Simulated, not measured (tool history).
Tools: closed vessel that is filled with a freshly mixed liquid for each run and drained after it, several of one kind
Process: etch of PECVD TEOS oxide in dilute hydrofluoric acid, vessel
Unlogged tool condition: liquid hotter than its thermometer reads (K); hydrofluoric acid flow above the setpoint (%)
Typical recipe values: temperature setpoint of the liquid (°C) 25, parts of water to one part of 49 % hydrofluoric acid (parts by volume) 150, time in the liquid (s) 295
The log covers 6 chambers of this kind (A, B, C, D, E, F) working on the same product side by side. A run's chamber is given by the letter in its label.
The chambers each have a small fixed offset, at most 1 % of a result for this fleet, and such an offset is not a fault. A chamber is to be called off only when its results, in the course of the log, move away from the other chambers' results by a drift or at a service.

run,hour,temperature setpoint of the liquid (°C),parts of water to one part of 49 % hydrofluoric acid (parts by volume),time in the liquid (s),hours since the thermometer was replaced,hours since the hydrofluoric acid flow meter was replaced,"read-back film thickness of the PECVD TEOS oxide reference wafer, read on the same gauge (nm)",thickness taken off the PECVD TEOS oxide on a monitor wafer (nm)
1C,5.2,25,150,295,494.2,132.3,150.01,24.426
2F,11.7,25,150,295,581.8,1447.4,150.02,24.155
3A,20.1,25,150,295,405.1,389.1,149.99,24.794
4B,29.1,25,150,295,272.9,169.7,149.99,24.391
5D,39.4,25,150,295,437.1,91.9,149.99,24.736
6E,44.4,25,150,295,550.6,625.9,150.01,24.242
7C,54.8,25,150,295,543.8,181.9,149.99,24.210
8A,63.5,25,150,295,448.5,432.5,149.99,24.752
9E,68.5,25,115,295,574.7,650.0,149.99,33.788
10D,77.9,25,115,295,475.6,130.4,150.01,33.481
11F,84.0,25,115,295,654.1,1519.7,150.01,33.656
# hour 87.5: chamber A: hydrofluoric acid flow meter replaced
12B,92.8,25,115,295,336.6,233.4,149.99,33.096
13A,98.0,25,115,295,483.0,10.6,150.01,32.917
14B,104.8,25,115,295,348.6,245.4,149.98,33.141
15D,109.9,25,150,295,507.6,162.4,149.98,24.398
16F,115.5,25,150,295,685.6,1551.2,150.03,24.487
17C,122.7,25,150,295,611.7,249.8,149.98,24.923
18E,128.8,25,150,295,635.0,710.3,150.01,24.918
# hour 137.1: chamber E: hydrofluoric acid flow meter replaced
19A,139.8,25,150,295,524.8,52.4,149.99,24.831
20D,147.7,25,150,295,545.4,200.2,150.00,24.162
21E,153.5,25,150,295,659.7,16.5,150.01,24.734
22B,160.8,25,150,295,404.6,301.4,150.01,24.526
23F,168.9,25,150,295,739.0,1604.6,150.00,24.827
24C,176.9,25,150,295,665.9,304.0,150.02,24.722
25C,184.1,25,150,295,673.1,311.2,150.00,24.359
26A,191.5,25,150,295,576.5,104.1,150.00,24.902
27D,201.9,25,150,295,599.6,254.4,149.99,24.489
28E,207.0,25,150,295,713.2,70.0,150.00,24.522
29B,215.5,25,150,295,459.3,356.1,149.99,25.239
30F,222.9,25,150,295,793.0,1658.6,149.98,24.514
31A,233.2,25,150,295,618.2,145.8,149.98,24.964
32C,242.7,25,150,295,731.7,369.8,149.99,24.343
# hour 244.0: chamber C: thermometer replaced
33F,247.6,25,150,295,817.7,1683.3,150.00,24.159
34D,257.0,25,150,295,654.7,309.5,150.01,24.095
35E,264.0,25,205,295,770.2,127.0,149.97,16.608
36B,274.9,25,205,295,518.7,415.5,149.99,17.025
# hour 280.4: chamber A: thermometer replaced
37A,281.1,25,205,295,0.8,193.7,149.99,16.907
38D,288.6,25,205,295,686.3,341.1,149.99,16.836
39C,299.6,25,205,295,55.6,426.7,149.99,16.825
40F,306.2,25,205,295,876.3,1741.9,150.01,16.663
41E,315.6,25,150,295,821.8,178.6,150.00,24.632
42B,324.2,25,150,295,568.0,464.8,150.00,24.671

Does one chamber stand apart from the rest, does the shared gauge drift, or is all well apart from small per-chamber offsets? Give the chamber and the most likely cause, where there is one.

No chamber is off and the gauge is stable; the differences are just each chamber's small, constant offset.

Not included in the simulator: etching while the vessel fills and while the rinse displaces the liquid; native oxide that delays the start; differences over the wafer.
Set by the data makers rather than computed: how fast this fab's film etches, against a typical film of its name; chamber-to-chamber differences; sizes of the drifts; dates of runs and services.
